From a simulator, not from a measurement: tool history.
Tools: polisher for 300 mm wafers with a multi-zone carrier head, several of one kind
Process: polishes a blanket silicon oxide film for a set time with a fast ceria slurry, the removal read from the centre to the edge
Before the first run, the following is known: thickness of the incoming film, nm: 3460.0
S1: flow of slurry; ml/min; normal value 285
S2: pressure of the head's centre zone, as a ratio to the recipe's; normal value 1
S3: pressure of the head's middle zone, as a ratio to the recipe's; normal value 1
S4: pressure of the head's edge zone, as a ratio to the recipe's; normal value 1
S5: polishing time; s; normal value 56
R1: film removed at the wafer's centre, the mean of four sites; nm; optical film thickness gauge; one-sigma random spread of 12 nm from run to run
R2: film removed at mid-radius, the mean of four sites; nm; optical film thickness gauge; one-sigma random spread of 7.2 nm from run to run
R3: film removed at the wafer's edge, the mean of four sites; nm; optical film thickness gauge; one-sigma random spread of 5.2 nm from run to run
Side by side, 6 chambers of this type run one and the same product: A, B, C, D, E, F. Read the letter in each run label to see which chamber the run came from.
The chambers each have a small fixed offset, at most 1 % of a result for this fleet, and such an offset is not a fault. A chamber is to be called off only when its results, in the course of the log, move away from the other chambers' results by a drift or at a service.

{"hour": 7.0, "done": "chamber A: worn pad replaced by a new one"}
{"hour": 7.4, "done": "chamber F: worn pad replaced by a new one"}
{"run": "1D", "hour": 10.6, "S1": 285, "S2": 1, "S3": 1, "S4": 1, "S5": 56, "R1": 873.99, "R2": 861.35, "R3": 871.32}
{"hour": 12.1, "done": "chamber C: worn pad replaced by a new one"}
{"hour": 16.3, "done": "chamber E: worn pad replaced by a new one"}
{"hour": 17.4, "done": "chamber B: edge zone pressure recalibrated"}
{"hour": 21.1, "done": "chamber A: edge zone pressure recalibrated"}
{"hour": 22.0, "done": "chamber C: slurry nozzle cleaned"}
{"run": "2F", "hour": 22.5, "S1": 285, "S2": 1, "S3": 1, "S4": 1, "S5": 56, "R1": 880.05, "R2": 877.74, "R3": 874.23}
{"run": "3B", "hour": 33.1, "S1": 285, "S2": 1, "S3": 1, "S4": 1, "S5": 56, "R1": 855.97, "R2": 862.01, "R3": 860.93}
{"run": "4A", "hour": 40.3, "S1": 285, "S2": 1, "S3": 1, "S4": 1, "S5": 56, "R1": 860.37, "R2": 863.71, "R3": 867.81}
{"hour": 41.3, "done": "chamber D: centre zone pressure recalibrated"}
{"run": "5C", "hour": 46.1, "S1": 285, "S2": 1, "S3": 1, "S4": 1.04, "S5": 69, "R1": 1055.7, "R2": 1062.3, "R3": 1085.2}
{"run": "6E", "hour": 57.4, "S1": 285, "S2": 1, "S3": 1, "S4": 1.04, "S5": 69, "R1": 1068.1, "R2": 1072.6, "R3": 1088.8}
{"run": "7B", "hour": 64.6, "S1": 285, "S2": 1, "S3": 1, "S4": 1.04, "S5": 69, "R1": 1072.6, "R2": 1067.9, "R3": 1088.4}
{"run": "8C", "hour": 70.5, "S1": 285, "S2": 1, "S3": 1, "S4": 1.04, "S5": 69, "R1": 1061.1, "R2": 1061.9, "R3": 1076.4}
{"run": "9E", "hour": 78.3, "S1": 285, "S2": 1, "S3": 1, "S4": 1.04, "S5": 69, "R1": 1081.1, "R2": 1063.1, "R3": 1086.3}
{"hour": 83.7, "done": "chamber C: worn pad replaced by a new one"}
{"run": "10D", "hour": 90.0, "S1": 285, "S2": 1, "S3": 1, "S4": 1.04, "S5": 69, "R1": 1078, "R2": 1068.8, "R3": 1095}
{"run": "11A", "hour": 98.9, "S1": 285, "S2": 1, "S3": 1, "S4": 1, "S5": 56, "R1": 840.69, "R2": 859.44, "R3": 852.11}
{"hour": 102.5, "done": "chamber E: edge zone pressure recalibrated"}
{"run": "12F", "hour": 106.0, "S1": 285, "S2": 1, "S3": 1, "S4": 1, "S5": 56, "R1": 870.22, "R2": 881.83, "R3": 869.17}
{"hour": 108.9, "done": "chamber A: worn pad replaced by a new one"}
{"run": "13E", "hour": 116.8, "S1": 285, "S2": 1, "S3": 1, "S4": 1, "S5": 56, "R1": 850.66, "R2": 867.59, "R3": 863.79}
{"hour": 119.1, "done": "chamber E: worn pad replaced by a new one"}
{"run": "14A", "hour": 126.2, "S1": 285, "S2": 1, "S3": 1, "S4": 1, "S5": 56, "R1": 880.58, "R2": 867.74, "R3": 861.03}
{"run": "15B", "hour": 134.9, "S1": 285, "S2": 1, "S3": 1.09, "S4": 0.9, "S5": 56, "R1": 859.11, "R2": 924.04, "R3": 798.97}
{"hour": 136.1, "done": "chamber F: worn pad replaced by a new one"}
{"run": "16C", "hour": 141.5, "S1": 285, "S2": 1, "S3": 1.09, "S4": 0.9, "S5": 56, "R1": 871.29, "R2": 930.5, "R3": 819.31}
{"hour": 145.3, "done": "chamber D: worn pad replaced by a new one"}
{"run": "17D", "hour": 147.5, "S1": 285, "S2": 1, "S3": 1.09, "S4": 0.9, "S5": 56, "R1": 869.68, "R2": 941.92, "R3": 827.81}
{"hour": 148.7, "done": "chamber B: slurry nozzle cleaned"}
{"hour": 157.3, "done": "chamber C: worn pad replaced by a new one"}
{"run": "18F", "hour": 159.2, "S1": 285, "S2": 1, "S3": 1.09, "S4": 0.9, "S5": 56, "R1": 889.55, "R2": 943.51, "R3": 822.06}
{"run": "19A", "hour": 164.8, "S1": 285, "S2": 1, "S3": 1.09, "S4": 0.9, "S5": 56, "R1": 862.11, "R2": 935.38, "R3": 810.26}
{"run": "20B", "hour": 173.0, "S1": 285, "S2": 1, "S3": 1.09, "S4": 0.9, "S5": 56, "R1": 835.35, "R2": 920.91, "R3": 791.78}
{"hour": 175.1, "done": "chamber C: edge zone pressure recalibrated"}
{"run": "21C", "hour": 183.8, "S1": 285, "S2": 1, "S3": 1, "S4": 1, "S5": 56, "R1": 892.52, "R2": 855.17, "R3": 859.78}
{"hour": 184.3, "done": "chamber D: edge zone pressure recalibrated"}
{"run": "22D", "hour": 195.7, "S1": 285, "S2": 1, "S3": 1, "S4": 0.91, "S5": 47, "R1": 720.22, "R2": 727.27, "R3": 697.99}
{"run": "23F", "hour": 201.6, "S1": 285, "S2": 1, "S3": 1, "S4": 0.91, "S5": 47, "R1": 726.36, "R2": 725.97, "R3": 700.6}
{"hour": 204.7, "done": "chamber A: worn pad replaced by a new one"}
{"run": "24E", "hour": 212.2, "S1": 285, "S2": 1, "S3": 1, "S4": 0.91, "S5": 47, "R1": 719.39, "R2": 718.78, "R3": 690.96}
{"hour": 221.1, "done": "chamber E: worn pad replaced by a new one"}
{"run": "25C", "hour": 221.8, "S1": 285, "S2": 1, "S3": 1, "S4": 0.91, "S5": 47, "R1": 742, "R2": 723.47, "R3": 691.78}
{"hour": 222.0, "done": "chamber A: slurry nozzle cleaned"}
{"hour": 227.4, "done": "chamber C: worn pad replaced by a new one"}
{"run": "26B", "hour": 232.5, "S1": 285, "S2": 1, "S3": 1, "S4": 0.91, "S5": 47, "R1": 685.05, "R2": 692.14, "R3": 654.37}
{"run": "27A", "hour": 242.7, "S1": 285, "S2": 1, "S3": 1, "S4": 0.91, "S5": 47, "R1": 731.34, "R2": 735.7, "R3": 692.63}
{"run": "28D", "hour": 251.4, "S1": 285, "S2": 1, "S3": 1, "S4": 1, "S5": 56, "R1": 866.12, "R2": 869.74, "R3": 871.74}
{"run": "29E", "hour": 259.4, "S1": 285, "S2": 1, "S3": 1, "S4": 1, "S5": 56, "R1": 858.91, "R2": 875.1, "R3": 860.71}
{"hour": 260.2, "done": "chamber F: worn pad replaced by a new one"}
{"run": "30F", "hour": 271.3, "S1": 285, "S2": 1, "S3": 1, "S4": 0.96, "S5": 56, "R1": 886.74, "R2": 869.7, "R3": 847.1}
{"run": "31E", "hour": 279.3, "S1": 285, "S2": 1, "S3": 1, "S4": 0.96, "S5": 56, "R1": 872.51, "R2": 878.88, "R3": 849.01}
{"hour": 288.4, "done": "chamber D: worn pad replaced by a new one"}
{"hour": 289.9, "done": "chamber A: worn pad replaced by a new one"}
{"run": "32A", "hour": 291.0, "S1": 285, "S2": 1, "S3": 1, "S4": 0.96, "S5": 56, "R1": 884.17, "R2": 870.82, "R3": 846.43}
{"run": "33C", "hour": 296.8, "S1": 285, "S2": 1, "S3": 1, "S4": 0.96, "S5": 56, "R1": 870.95, "R2": 855.99, "R3": 848.35}
{"hour": 298.8, "done": "chamber C: worn pad replaced by a new one"}
{"run": "34F", "hour": 308.6, "S1": 285, "S2": 1, "S3": 1, "S4": 0.96, "S5": 56, "R1": 868.72, "R2": 857.36, "R3": 855.72}
{"hour": 309.7, "done": "chamber B: centre zone pressure recalibrated"}
{"run": "35D", "hour": 314.1, "S1": 285, "S2": 1, "S3": 1, "S4": 0.96, "S5": 56, "R1": 870.51, "R2": 862.34, "R3": 851.89}
{"run": "36B", "hour": 319.2, "S1": 285, "S2": 1, "S3": 1, "S4": 1, "S5": 56, "R1": 789.79, "R2": 810.6, "R3": 796.45}
{"hour": 324.7, "done": "chamber E: worn pad replaced by a new one"}
{"run": "37B", "hour": 330.7, "S1": 285, "S2": 1, "S3": 1, "S4": 1, "S5": 56, "R1": 796.48, "R2": 792.24, "R3": 788.09}
{"run": "38F", "hour": 339.6, "S1": 285, "S2": 1, "S3": 1, "S4": 1, "S5": 56, "R1": 889.71, "R2": 862.78, "R3": 869.51}
{"run": "39D", "hour": 347.1, "S1": 285, "S2": 1, "S3": 1, "S4": 1, "S5": 56, "R1": 870.53, "R2": 877.45, "R3": 867.41}
{"run": "40C", "hour": 354.0, "S1": 285, "S2": 1, "S3": 1, "S4": 1, "S5": 56, "R1": 896.4, "R2": 862.63, "R3": 870.77}
{"run": "41E", "hour": 364.2, "S1": 285, "S2": 1, "S3": 1, "S4": 1, "S5": 56, "R1": 860.28, "R2": 875.08, "R3": 862.5}
{"run": "42A", "hour": 372.9, "S1": 285, "S2": 0.92, "S3": 1, "S4": 0.95, "S5": 56, "R1": 801.48, "R2": 869.5, "R3": 843.05}

All 6 chambers run these settings next. Forecast each chamber's results:
{"run": "43A", "hour": 381.4, "S1": 285, "S2": 1, "S3": 1, "S4": 1, "S5": 56, "R1": "?", "R2": "?", "R3": "?"}
{"run": "43B", "hour": 381.4, "S1": 285, "S2": 1, "S3": 1, "S4": 1, "S5": 56, "R1": "?", "R2": "?", "R3": "?"}
{"run": "43C", "hour": 381.4, "S1": 285, "S2": 1, "S3": 1, "S4": 1, "S5": 56, "R1": "?", "R2": "?", "R3": "?"}
{"run": "43D", "hour": 381.4, "S1": 285, "S2": 1, "S3": 1, "S4": 1, "S5": 56, "R1": "?", "R2": "?", "R3": "?"}
{"run": "43E", "hour": 381.4, "S1": 285, "S2": 1, "S3": 1, "S4": 1, "S5": 56, "R1": "?", "R2": "?", "R3": "?"}
{"run": "43F", "hour": 381.4, "S1": 285, "S2": 1, "S3": 1, "S4": 1, "S5": 56, "R1": "?", "R2": "?", "R3": "?"}

run=43A R1=879.07 R2=887.82 R3=862.26
run=43B R1=755.62 R2=779.01 R3=771.88
run=43C R1=896.35 R2=859.43 R3=867.15
run=43D R1=866.4 R2=873.35 R3=873.74
run=43E R1=859.58 R2=870.77 R3=856.94
run=43F R1=879.62 R2=863.28 R3=875.97
